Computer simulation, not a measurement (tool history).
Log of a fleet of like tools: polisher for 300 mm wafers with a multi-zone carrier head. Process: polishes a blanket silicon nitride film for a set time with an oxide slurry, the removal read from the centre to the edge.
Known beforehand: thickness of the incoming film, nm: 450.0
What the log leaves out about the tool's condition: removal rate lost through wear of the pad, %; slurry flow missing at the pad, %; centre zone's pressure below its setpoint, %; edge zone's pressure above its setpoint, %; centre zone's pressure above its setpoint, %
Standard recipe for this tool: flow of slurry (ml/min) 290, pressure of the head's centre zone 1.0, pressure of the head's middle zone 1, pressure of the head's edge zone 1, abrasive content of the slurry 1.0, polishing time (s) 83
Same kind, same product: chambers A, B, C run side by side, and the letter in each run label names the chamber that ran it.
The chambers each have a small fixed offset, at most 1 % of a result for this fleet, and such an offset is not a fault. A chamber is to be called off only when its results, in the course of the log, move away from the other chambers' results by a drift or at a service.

run	hour	flow of slurry (ml/min)	pressure of the head's centre zone	pressure of the head's middle zone	pressure of the head's edge zone	abrasive content of the slurry	polishing time (s)	wafers polished on this pad	hours since the slurry nozzle was cleaned	hours since the centre zone pressure was calibrated	hours since the edge zone pressure was calibrated	film removed at the wafer's centre (Å)	film removed at mid-radius (Å)	film removed at the wafer's edge (Å)
1B	5.9	290	1.0	1	1	1.0	83	570	603.2	568.4	1326.4	634.01	627.86	628.37
2A	12.7	290	1.0	1	1	1.0	83	474	17.3	1336.4	79.9	634.98	634.87	620.11
# hour 16.2: chamber C: worn pad replaced by a new one
3C	18.5	290	1.0	1	1	1.0	83	29	487.1	69.1	209.4	630.04	630.55	617.56
4C	24.2	290	1.0	1	1	1.0	83	98	492.8	74.8	215.1	629.16	624.76	627.20
# hour 25.8: chamber A: worn pad replaced by a new one
5B	30.4	290	1.0	1	1	1.0	92	869	627.7	592.9	1350.9	705.60	698.67	698.67
6A	35.6	290	1.0	1	1	1.0	92	120	40.2	1359.3	102.8	698.56	694.33	691.27
7B	40.0	290	1.0	1	1	1.0	92	986	637.3	602.5	1360.5	703.06	709.70	680.35
8A	45.1	290	1.0	1	1	1.0	83	236	49.7	1368.8	112.3	630.01	641.00	624.29
9C	49.3	290	1.0	1	1	1.0	83	405	517.9	99.9	240.2	629.79	632.77	625.07
10B	56.0	210	1.0	1	1	1.0	83	1181	653.3	618.5	1376.5	607.22	600.01	607.68
11C	59.9	210	1.0	1	1	1.0	83	534	528.5	110.5	250.8	596.63	612.28	612.47
12A	63.5	210	1.0	1	1	1.0	83	461	68.1	1387.2	130.7	612.07	611.64	595.90
# hour 67.2: chamber C: worn pad replaced by a new one
13A	70.8	290	0.9	1	1	1.0	83	550	75.4	1394.5	138.0	571.94	633.06	633.80
# hour 76.6: chamber B: centre zone pressure recalibrated
14C	76.6	290	0.9	1	1	1.0	83	114	545.2	127.2	267.5	557.39	626.40	622.21
# hour 76.7: chamber B: worn pad replaced by a new one
15B	84.0	290	0.9	1	1	1.0	83	89	681.3	7.4	1404.5	600.18	624.50	621.03
# hour 85.1: chamber A: worn pad replaced by a new one
16C	89.2	290	1.0	1	1	1.0	83	268	557.8	139.8	280.1	621.79	619.86	630.93
17A	92.4	290	1.0	1	1	1.0	83	89	97.0	1416.1	159.6	636.28	643.32	618.30
18B	95.9	290	1.0	1	1	1.0	83	234	693.2	19.3	1416.4	672.60	618.79	639.84
19A	100.0	290	1.0	1	1	1.0	72	182	104.6	1423.7	167.2	553.58	533.09	536.50
20C	107.2	290	1.0	1	1	1.0	72	488	575.8	157.8	298.1	545.59	549.26	541.82
21B	114.5	290	1.0	1	1	1.0	72	461	711.8	37.9	1435.0	577.17	541.99	552.62
# hour 118.0: chamber C: worn pad replaced by a new one
22B	120.9	290	1.0	1	1	1.1	83	539	718.2	44.3	1441.4	690.60	664.62	666.93
23C	124.3	290	1.0	1	1	1.1	83	78	592.9	174.9	315.2	650.45	639.55	646.67

All chambers now run identical settings, listed one chamber a line with results as question marks. What results will each chamber show?
24A	129.6	290	1.0	1	1	1.0	83					?	?	?
24B	129.6	290	1.0	1	1	1.0	83					?	?	?
24C	129.6	290	1.0	1	1	1.0	83					?	?	?

run	film removed at the wafer's centre (Å)	film removed at mid-radius (Å)	film removed at the wafer's edge (Å)
24A	632.79	622.30	634.12
24B	663.41	622.73	651.34
24C	628.81	625.12	622.79
